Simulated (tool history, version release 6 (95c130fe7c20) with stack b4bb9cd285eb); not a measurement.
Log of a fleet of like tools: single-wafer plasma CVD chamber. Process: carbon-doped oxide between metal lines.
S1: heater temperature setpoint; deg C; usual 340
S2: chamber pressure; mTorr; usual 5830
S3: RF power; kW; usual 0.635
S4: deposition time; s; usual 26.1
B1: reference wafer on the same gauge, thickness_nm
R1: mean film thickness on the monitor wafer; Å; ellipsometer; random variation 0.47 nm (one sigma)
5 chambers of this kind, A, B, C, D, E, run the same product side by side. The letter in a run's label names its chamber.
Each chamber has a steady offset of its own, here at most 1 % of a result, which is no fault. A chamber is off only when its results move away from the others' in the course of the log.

run	hour	S1	S2	S3	S4	B1	R1
1C	9.9	340	5830	0.635	26.1	172.02	1612.9
2E	18.7	340	5830	0.635	26.1	172.04	1635.8
3D	24.5	340	5830	0.635	26.1	171.78	1638.7
# hour 29.5: chamber E: thermocouple changed; heater temperature recalibrated
4A	33.0	340	5830	0.635	26.1	171.96	1648.8
5B	43.5	340	5830	0.635	26.1	171.97	1622.9
6E	51.2	340	5830	0.635	26.1	172.04	1631.8
7D	57.2	340	5830	0.635	26.1	172.08	1634.7
8B	63.2	340	5830	0.635	26.1	171.92	1635.0
9C	72.2	340	5830	0.635	26.1	172.11	1617.5
10A	80.5	340	4980	0.635	26.1	171.99	1614.2
11B	87.0	340	4980	0.635	26.1	171.94	1599.8
12D	93.4	340	4980	0.635	26.1	171.99	1608.4
13C	103.1	340	4980	0.635	26.1	171.94	1577.7
14A	109.8	340	4980	0.635	26.1	172.05	1615.4
15E	121.2	340	5830	0.635	26.1	171.87	1633.3
16B	130.9	340	5830	0.635	26.1	172.07	1626.1
17C	140.7	340	5830	0.635	26.1	172.02	1613.2
18A	151.7	340	5830	0.635	26.1	172.13	1642.7
19E	161.3	340	5830	0.635	26.1	172.02	1636.9
20D	166.6	340	5830	0.635	26.1	172.05	1640.6
21E	172.5	340	5830	0.635	26.1	172.08	1631.4
22C	177.8	340	6390	0.720	26.1	172.06	1759.8
23D	187.7	340	6390	0.720	26.1	171.97	1787.9
# hour 189.4: chamber C: capacitance manometer re-zeroed and calibrated
24A	198.6	340	6390	0.720	26.1	171.93	1791.6
25B	205.8	340	6390	0.720	26.1	172.07	1777.5
26E	210.9	340	6390	0.720	26.1	172.15	1775.4
27D	221.3	340	5830	0.635	26.1	172.04	1631.5
# hour 230.5: chamber E: capacitance manometer re-zeroed and calibrated
28A	232.4	340	5830	0.635	26.1	171.95	1644.4
29C	241.3	340	5830	0.635	26.1	171.96	1610.0
30B	246.8	340	5830	0.635	26.1	171.94	1636.9
31E	252.3	340	5830	0.635	26.1	171.95	1633.3
32A	260.2	340	5830	0.635	26.1	172.07	1634.3
33B	270.3	340	6340	0.635	28.0	172.04	1758.4
34C	275.5	340	6340	0.635	28.0	172.04	1744.0
# hour 277.5: chamber E: RF generator calibrated
35D	285.6	340	6340	0.635	28.0	171.89	1773.3
36D	292.5	340	6340	0.635	28.0	171.95	1774.9
37B	301.4	340	6340	0.635	28.0	172.04	1769.9
38E	308.4	340	5830	0.635	26.1	172.06	1627.9
39A	318.7	340	5830	0.635	26.1	171.98	1641.0
40C	325.9	340	5830	0.635	26.1	172.13	1615.5
41C	331.8	340	5830	0.635	26.1	171.87	1609.8
42D	338.6	340	5830	0.635	26.1	171.93	1633.2
# hour 343.8: chamber A: RF generator calibrated
43A	349.7	340	5830	0.635	26.1	171.96	1645.9
44E	355.9	340	5830	0.635	26.1	172.13	1636.0

Is one chamber off against the others, does the gauge drift, or is nothing wrong? If a chamber is off, say which, and what the likeliest cause is.

No chamber stands off beyond its own small offset, and the gauge holds steady.
